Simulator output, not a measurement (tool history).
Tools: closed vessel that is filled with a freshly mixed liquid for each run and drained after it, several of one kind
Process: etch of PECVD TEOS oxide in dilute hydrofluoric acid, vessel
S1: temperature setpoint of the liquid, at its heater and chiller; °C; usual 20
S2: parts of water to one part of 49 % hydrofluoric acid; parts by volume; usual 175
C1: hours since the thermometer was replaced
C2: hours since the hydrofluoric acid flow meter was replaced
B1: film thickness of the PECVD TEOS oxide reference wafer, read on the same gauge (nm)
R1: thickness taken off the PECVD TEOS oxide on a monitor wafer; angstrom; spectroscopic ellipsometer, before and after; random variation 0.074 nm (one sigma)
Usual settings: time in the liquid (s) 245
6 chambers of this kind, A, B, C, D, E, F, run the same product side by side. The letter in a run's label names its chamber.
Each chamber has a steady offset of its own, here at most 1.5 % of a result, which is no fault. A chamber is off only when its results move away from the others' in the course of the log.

Run 1B, day 0.183: usual settings; C1 1737.8; C2 621.5; B1 59.990. Result: R1 106.690 angstrom.
Run 2A, day 0.338: usual settings; C1 581.8; C2 117.3; B1 59.967. Result: R1 107.890 angstrom.
Run 3F, day 0.467: usual settings; C1 694.8; C2 848.8; B1 60.005. Result: R1 107.950 angstrom.
Run 4E, day 0.725: usual settings; C1 1028.9; C2 1704.1; B1 59.996. Result: R1 108.750 angstrom.
Run 5D, day 0.912: usual settings; C1 633.0; C2 186.2; B1 59.997. Result: R1 109.220 angstrom.
Run 6C, day 1.192: usual settings; C1 1286.5; C2 182.5; B1 59.959. Result: R1 107.620 angstrom.
Run 7B, day 1.321: usual settings; C1 1765.1; C2 648.8; B1 60.026. Result: R1 105.970 angstrom.
Run 8C, day 1.562: usual settings; C1 1295.4; C2 191.4; B1 59.989. Result: R1 108.580 angstrom.
Run 9F, day 1.788: usual settings; C1 726.5; C2 880.5; B1 59.991. Result: R1 108.640 angstrom.
Run 10A, day 2.025: usual settings; C1 622.3; C2 157.8; B1 60.028. Result: R1 109.710 angstrom.
Run 11E, day 2.225: usual settings; C1 1064.9; C2 1740.1; B1 59.987. Result: R1 109.030 angstrom.
Run 12D, day 2.438: usual settings; C1 669.6; C2 222.8; B1 59.958. Result: R1 108.170 angstrom.
Run 13A, day 2.654: usual settings; C1 637.4; C2 172.9; B1 59.998. Result: R1 111.650 angstrom.
Run 14C, day 2.854: usual settings; C1 1326.4; C2 222.4; B1 60.015. Result: R1 107.470 angstrom.
Run 15B, day 3.025: usual settings; C1 1806.0; C2 689.7; B1 59.950. Result: R1 105.550 angstrom.
Run 16E, day 3.292: usual settings; C1 1090.5; C2 1765.7; B1 59.963. Result: R1 110.230 angstrom.
Run 17D, day 3.533: usual settings; C1 695.9; C2 249.1; B1 59.994. Result: R1 108.330 angstrom.
Run 18F, day 3.746: usual settings; C1 773.5; C2 927.5; B1 60.000. Result: R1 107.510 angstrom.
Run 19C, day 3.983: usual settings; C1 1353.5; C2 249.5; B1 60.015. Result: R1 107.850 angstrom.
Run 20E, day 4.162: usual settings; C1 1111.4; C2 1786.6; B1 59.973. Result: R1 109.410 angstrom.
Run 21B, day 4.362: usual settings; C1 1838.1; C2 721.8; B1 59.989. Result: R1 107.400 angstrom.
Run 22F, day 4.600: usual settings but S1 17 °C, S2 230 parts by volume; C1 794.0; C2 948.0; B1 60.044. Result: R1 69.255 angstrom.
Run 23A, day 4.779: usual settings but S1 17 °C, S2 230 parts by volume; C1 688.4; C2 223.9; B1 59.989. Result: R1 73.256 angstrom.
Run 24D, day 4.904: usual settings but S1 17 °C, S2 230 parts by volume; C1 728.8; C2 282.0; B1 60.044. Result: R1 69.331 angstrom.
Run 25C, day 5.046: usual settings but S1 17 °C, S2 230 parts by volume; C1 1379.0; C2 275.0; B1 60.009. Result: R1 69.573 angstrom.
Run 26E, day 5.208: usual settings but S1 17 °C, S2 230 parts by volume; C1 1136.5; C2 1811.7; B1 59.977. Result: R1 70.312 angstrom.
Run 27F, day 5.408: usual settings but S1 17 °C, S2 230 parts by volume; C1 813.4; C2 967.4; B1 60.036. Result: R1 70.362 angstrom.
Run 28B, day 5.596: usual settings; C1 1867.7; C2 751.4; B1 59.968. Result: R1 107.420 angstrom.
Run 29A, day 5.833: usual settings; C1 713.7; C2 249.2; B1 60.001. Result: R1 114.620 angstrom.
Run 30D, day 6.058: usual settings; C1 756.5; C2 309.7; B1 60.021. Result: R1 108.880 angstrom.
Run 31C, day 6.292: usual settings; C1 1408.9; C2 304.9; B1 60.027. Result: R1 109.150 angstrom.
Run 32D, day 6.458: usual settings; C1 766.1; C2 319.3; B1 60.005. Result: R1 108.390 angstrom.
Run 33B, day 6.583: usual settings; C1 1891.4; C2 775.1; B1 59.972. Result: R1 106.880 angstrom.
Run 34E, day 6.829: usual settings; C1 1175.4; C2 1850.6; B1 59.989. Result: R1 110.450 angstrom.
Run 35A, day 6.975: usual settings; C1 741.1; C2 276.6; B1 60.027. Result: R1 116.660 angstrom.
Run 36F, day 7.229: usual settings; C1 857.1; C2 1011.1; B1 59.998. Result: R1 107.680 angstrom.
Run 37E, day 7.362: usual settings; C1 1188.2; C2 1863.4; B1 60.003. Result: R1 109.590 angstrom.
Run 38C, day 7.583: usual settings; C1 1439.9; C2 335.9; B1 59.999. Result: R1 108.010 angstrom.
Run 39D, day 7.725: usual settings; C1 796.5; C2 349.7; B1 59.998. Result: R1 108.660 angstrom.
Run 40A, day 7.862: usual settings but S2 145 parts by volume, time in the liquid (s) 165; C1 762.4; C2 297.9; B1 59.962. Result: R1 97.142 angstrom.
Run 41B, day 8.079: usual settings but S2 145 parts by volume, time in the liquid (s) 165; C1 1927.3; C2 811.0; B1 59.978. Result: R1 89.167 angstrom.
Run 42F, day 8.217: usual settings but S2 145 parts by volume, time in the liquid (s) 165; C1 880.8; C2 1034.8; B1 60.014. Result: R1 90.593 angstrom.

What goes on in this fleet: one chamber off, a drifting gauge, or nothing beyond the chambers' own small offsets? Name the chamber and the cause, if any.

Chamber A drifts away from the others.
Cause: hydrofluoric acid flow above the setpoint (%) = 8.57.
The log may not tell that from: liquid hotter than its thermometer reads (K).

Here are 4 candidates for chamber A's next run, each the usual settings with a change, their results left as question marks. Which one brings its results back in line with what the others give on the usual settings?
In line means no further than this from the other chambers' mean on the usual settings: R1 2.600 angstrom
Run 43A-1, day 8.425: usual settings but S2 190 parts by volume. Result: R1 ?.
Run 43A-2, day 8.425: usual settings but time in the liquid (s) 255. Result: R1 ?.
Run 43A-3, day 8.425: usual settings but time in the liquid (s) 265. Result: R1 ?.
Run 43A-4, day 8.425: usual settings but S1 19 °C. Result: R1 ?.

The other chambers' mean on the usual settings: R1 108.350 angstrom
  run       R1
43A-1  107.460
43A-2  123.000
43A-3  127.830
43A-4  113.620
43A-1 brings the chamber back in line.
